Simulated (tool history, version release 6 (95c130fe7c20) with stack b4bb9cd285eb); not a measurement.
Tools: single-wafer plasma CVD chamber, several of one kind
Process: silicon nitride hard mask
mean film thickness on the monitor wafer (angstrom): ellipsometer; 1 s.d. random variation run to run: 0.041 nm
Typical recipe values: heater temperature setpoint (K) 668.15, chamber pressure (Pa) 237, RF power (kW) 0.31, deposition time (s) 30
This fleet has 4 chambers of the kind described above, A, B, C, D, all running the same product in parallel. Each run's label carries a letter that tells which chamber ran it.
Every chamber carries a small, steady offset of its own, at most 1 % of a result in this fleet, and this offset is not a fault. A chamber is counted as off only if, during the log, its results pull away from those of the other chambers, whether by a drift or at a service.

run,hour,heater temperature setpoint (K),chamber pressure (Pa),RF power (kW),deposition time (s),hours since the last thermocouple change,hours since the last RF generator calibration,hours since the last manometer calibration,"read-back reference wafer on the same gauge, thickness_nm",mean film thickness on the monitor wafer (angstrom)
1C,5.4,668.15,237,0.31,30,1171.4,2065.6,926.7,33.006,363.35
2B,9.9,668.15,237,0.31,30,301.5,1435.7,2233.4,32.986,368.09
3A,13.9,668.15,237,0.31,30,1739.4,835.2,655,32.973,361.92
4D,18.9,668.15,237,0.31,30,648.5,187,1168.7,32.966,362.01
5A,22.2,668.15,237,0.31,30,1747.7,843.5,663.3,32.968,362.43
6C,26.5,668.15,237,0.31,30,1192.5,2086.7,947.8,32.96,362.67
7B,31.8,668.15,237,0.335,30,323.4,1457.6,2255.3,32.948,386.3
8D,34.4,668.15,237,0.335,30,664,202.5,1184.2,32.958,380.21
9C,37.8,668.15,237,0.335,30,1203.8,2098,959.1,32.951,381.04
# hour 41.2: chamber B: capacitance manometer re-zeroed and calibrated
10A,41.3,668.15,237,0.335,30,1766.8,862.6,682.4,32.939,380.18
11B,45.1,668.15,237,0.31,30,336.7,1470.9,3.9,32.937,367.68
12D,50.6,668.15,237,0.31,30,680.2,218.7,1200.4,32.931,360.69
13D,56.1,668.15,237,0.31,30,685.7,224.2,1205.9,32.921,361.46
14A,61.3,668.15,237,0.26,32.1,1786.8,882.6,702.4,32.919,343.74
15C,65,668.15,237,0.26,32.1,1231,2125.2,986.3,32.915,344.68
16B,70.8,668.15,237,0.26,32.1,362.4,1496.6,29.6,32.904,348.82
17D,76.4,668.15,237,0.26,32.1,706,244.5,1226.2,32.896,342.93
18A,79.7,668.15,237,0.31,30,1805.2,901,720.8,32.885,361.14
19C,83.4,668.15,237,0.31,30,1249.4,2143.6,1004.7,32.886,361.6
20B,86.2,668.15,271,0.355,30,377.8,1512,45,32.882,414.92
21B,89.2,668.15,271,0.355,30,380.8,1515,48,32.884,414.11
22C,94.6,668.15,271,0.355,30,1260.6,2154.8,1015.9,32.877,409.7
23A,98.2,668.15,271,0.355,30,1823.7,919.5,739.3,32.861,408.14
24D,103.1,668.15,237,0.31,30,732.7,271.2,1252.9,32.859,360.75
25D,108.5,668.15,237,0.31,30,738.1,276.6,1258.3,32.861,360.31

The same settings go to every chamber for the next run, one line per chamber below. Forecast the results for each:
26A,112.7,668.15,237,0.31,30,,,,,?
26B,112.7,668.15,237,0.31,30,,,,,?
26C,112.7,668.15,237,0.31,30,,,,,?
26D,112.7,668.15,237,0.31,30,,,,,?

run,mean film thickness on the monitor wafer (angstrom)
26A,361.85
26B,365.77
26C,361.56
26D,361.07
